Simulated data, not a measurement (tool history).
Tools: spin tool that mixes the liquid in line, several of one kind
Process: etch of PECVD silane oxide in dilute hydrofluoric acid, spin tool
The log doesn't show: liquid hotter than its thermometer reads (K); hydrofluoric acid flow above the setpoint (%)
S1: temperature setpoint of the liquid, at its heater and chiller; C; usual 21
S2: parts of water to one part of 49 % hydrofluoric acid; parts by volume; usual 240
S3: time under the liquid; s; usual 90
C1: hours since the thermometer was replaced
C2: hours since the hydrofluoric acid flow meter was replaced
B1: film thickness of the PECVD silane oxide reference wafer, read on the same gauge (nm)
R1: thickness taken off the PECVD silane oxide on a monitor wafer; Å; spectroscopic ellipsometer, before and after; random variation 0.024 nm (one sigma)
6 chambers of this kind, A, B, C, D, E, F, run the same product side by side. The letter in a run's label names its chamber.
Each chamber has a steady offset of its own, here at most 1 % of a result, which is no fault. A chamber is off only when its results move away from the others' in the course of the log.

{"run": "1C", "hour": 3.6, "S1": 21, "S2": 240, "S3": 90, "C1": 1844.9, "C2": 974.7, "B1": 119.99, "R1": 43.109}
{"run": "2D", "hour": 8.7, "S1": 21, "S2": 240, "S3": 90, "C1": 725.8, "C2": 951.5, "B1": 119.99, "R1": 43.539}
{"run": "3B", "hour": 11.9, "S1": 21, "S2": 240, "S3": 90, "C1": 20.9, "C2": 299.3, "B1": 120, "R1": 43.043}
{"run": "4A", "hour": 15.8, "S1": 21, "S2": 240, "S3": 90, "C1": 1360.1, "C2": 1054.1, "B1": 120.01, "R1": 43.258}
{"hour": 18.8, "done": "chamber F: thermometer replaced"}
{"run": "5E", "hour": 18.9, "S1": 21, "S2": 240, "S3": 90, "C1": 2284.6, "C2": 1315.5, "B1": 120.01, "R1": 43.664}
{"run": "6F", "hour": 22.1, "S1": 17, "S2": 240, "S3": 60, "C1": 3.3, "C2": 792.8, "B1": 120.02, "R1": 24.647}
{"run": "7A", "hour": 26.3, "S1": 17, "S2": 240, "S3": 60, "C1": 1370.6, "C2": 1064.6, "B1": 119.99, "R1": 24.663}
{"run": "8E", "hour": 31.5, "S1": 17, "S2": 240, "S3": 60, "C1": 2297.2, "C2": 1328.1, "B1": 119.99, "R1": 24.904}
{"run": "9B", "hour": 34.4, "S1": 17, "S2": 240, "S3": 60, "C1": 43.4, "C2": 321.8, "B1": 120, "R1": 24.7}
{"run": "10D", "hour": 40.4, "S1": 17, "S2": 240, "S3": 60, "C1": 757.5, "C2": 983.2, "B1": 119.99, "R1": 24.759}
{"run": "11C", "hour": 43.9, "S1": 17, "S2": 240, "S3": 60, "C1": 1885.2, "C2": 1015, "B1": 120.01, "R1": 24.843}
{"run": "12F", "hour": 47.3, "S1": 21, "S2": 240, "S3": 90, "C1": 28.5, "C2": 818, "B1": 119.98, "R1": 43.343}
{"run": "13A", "hour": 50.5, "S1": 21, "S2": 240, "S3": 90, "C1": 1394.8, "C2": 1088.8, "B1": 120, "R1": 43.041}
{"run": "14E", "hour": 54.4, "S1": 21, "S2": 240, "S3": 90, "C1": 2320.1, "C2": 1351, "B1": 119.98, "R1": 43.527}
{"run": "15B", "hour": 59.4, "S1": 21, "S2": 240, "S3": 90, "C1": 68.4, "C2": 346.8, "B1": 119.99, "R1": 43.004}
{"run": "16F", "hour": 62.2, "S1": 21, "S2": 240, "S3": 90, "C1": 43.4, "C2": 832.9, "B1": 119.98, "R1": 43.562}
{"run": "17C", "hour": 67.8, "S1": 21, "S2": 240, "S3": 45, "C1": 1909.1, "C2": 1038.9, "B1": 120, "R1": 21.86}
{"run": "18D", "hour": 73.5, "S1": 21, "S2": 240, "S3": 45, "C1": 790.6, "C2": 1016.3, "B1": 119.99, "R1": 21.797}
{"run": "19D", "hour": 78.7, "S1": 21, "S2": 240, "S3": 45, "C1": 795.8, "C2": 1021.5, "B1": 120.02, "R1": 21.978}
{"run": "20B", "hour": 84.8, "S1": 21, "S2": 240, "S3": 45, "C1": 93.8, "C2": 372.2, "B1": 120.03, "R1": 21.611}
{"run": "21C", "hour": 88.8, "S1": 21, "S2": 240, "S3": 45, "C1": 1930.1, "C2": 1059.9, "B1": 120, "R1": 21.85}
{"run": "22F", "hour": 93.4, "S1": 21, "S2": 240, "S3": 45, "C1": 74.6, "C2": 864.1, "B1": 120.01, "R1": 21.448}
{"run": "23A", "hour": 98.4, "S1": 21, "S2": 240, "S3": 90, "C1": 1442.7, "C2": 1136.7, "B1": 120.02, "R1": 43.305}
{"run": "24E", "hour": 104.2, "S1": 21, "S2": 240, "S3": 90, "C1": 2369.9, "C2": 1400.8, "B1": 120, "R1": 43.879}
{"run": "25A", "hour": 108.1, "S1": 21, "S2": 240, "S3": 90, "C1": 1452.4, "C2": 1146.4, "B1": 119.99, "R1": 43.717}
{"run": "26F", "hour": 112.0, "S1": 21, "S2": 240, "S3": 90, "C1": 93.2, "C2": 882.7, "B1": 120.02, "R1": 42.999}
{"run": "27B", "hour": 115.2, "S1": 21, "S2": 240, "S3": 90, "C1": 124.2, "C2": 402.6, "B1": 119.97, "R1": 43.139}
{"run": "28C", "hour": 120.0, "S1": 21, "S2": 240, "S3": 90, "C1": 1961.3, "C2": 1091.1, "B1": 120, "R1": 43.704}
{"run": "29E", "hour": 124.1, "S1": 21, "S2": 240, "S3": 90, "C1": 2389.8, "C2": 1420.7, "B1": 120, "R1": 43.48}
{"run": "30D", "hour": 129.1, "S1": 21, "S2": 240, "S3": 90, "C1": 846.2, "C2": 1071.9, "B1": 119.99, "R1": 44.848}
{"run": "31D", "hour": 131.9, "S1": 21, "S2": 240, "S3": 90, "C1": 849, "C2": 1074.7, "B1": 119.99, "R1": 44.917}
{"run": "32B", "hour": 136.3, "S1": 21, "S2": 240, "S3": 90, "C1": 145.3, "C2": 423.7, "B1": 120.01, "R1": 43.7}
{"run": "33F", "hour": 140.0, "S1": 21, "S2": 240, "S3": 90, "C1": 121.2, "C2": 910.7, "B1": 119.99, "R1": 43.19}
{"run": "34E", "hour": 145.9, "S1": 21, "S2": 240, "S3": 90, "C1": 2411.6, "C2": 1442.5, "B1": 120.01, "R1": 43.588}
{"run": "35A", "hour": 148.6, "S1": 21, "S2": 240, "S3": 90, "C1": 1492.9, "C2": 1186.9, "B1": 119.97, "R1": 43.381}
{"run": "36C", "hour": 152.1, "S1": 21, "S2": 240, "S3": 90, "C1": 1993.4, "C2": 1123.2, "B1": 120.02, "R1": 43.684}
{"run": "37E", "hour": 155.6, "S1": 21, "S2": 240, "S3": 90, "C1": 2421.3, "C2": 1452.2, "B1": 120, "R1": 43.833}
{"run": "38B", "hour": 158.4, "S1": 21, "S2": 240, "S3": 90, "C1": 167.4, "C2": 445.8, "B1": 119.99, "R1": 42.921}
{"run": "39C", "hour": 162.2, "S1": 21, "S2": 240, "S3": 90, "C1": 2003.5, "C2": 1133.3, "B1": 120.01, "R1": 43.107}
{"run": "40A", "hour": 166.3, "S1": 21, "S2": 240, "S3": 90, "C1": 1510.6, "C2": 1204.6, "B1": 119.97, "R1": 43.384}
{"run": "41F", "hour": 169.3, "S1": 21, "S2": 240, "S3": 90, "C1": 150.5, "C2": 940, "B1": 119.96, "R1": 42.898}
{"run": "42D", "hour": 172.6, "S1": 21, "S2": 240, "S3": 90, "C1": 889.7, "C2": 1115.4, "B1": 120, "R1": 46.034}
{"run": "43D", "hour": 178.7, "S1": 21, "S2": 240, "S3": 90, "C1": 895.8, "C2": 1121.5, "B1": 120.03, "R1": 46.129}
{"hour": 182.8, "done": "chamber E: hydrofluoric acid flow meter replaced"}
{"run": "44E", "hour": 184.8, "S1": 21, "S2": 240, "S3": 90, "C1": 2450.5, "C2": 2.1, "B1": 120, "R1": 43.35}

All 6 chambers run these settings next. Forecast each chamber's results:
{"run": "45A", "hour": 189.3, "S1": 21, "S2": 240, "S3": 90, "R1": "?"}
{"run": "45B", "hour": 189.3, "S1": 21, "S2": 240, "S3": 90, "R1": "?"}
{"run": "45C", "hour": 189.3, "S1": 21, "S2": 240, "S3": 90, "R1": "?"}
{"run": "45D", "hour": 189.3, "S1": 21, "S2": 240, "S3": 90, "R1": "?"}
{"run": "45E", "hour": 189.3, "S1": 21, "S2": 240, "S3": 90, "R1": "?"}
{"run": "45F", "hour": 189.3, "S1": 21, "S2": 240, "S3": 90, "R1": "?"}

run=45A R1=43.242
run=45B R1=43.108
run=45C R1=43.687
run=45D R1=46.618
run=45E R1=43.217
run=45F R1=43.094

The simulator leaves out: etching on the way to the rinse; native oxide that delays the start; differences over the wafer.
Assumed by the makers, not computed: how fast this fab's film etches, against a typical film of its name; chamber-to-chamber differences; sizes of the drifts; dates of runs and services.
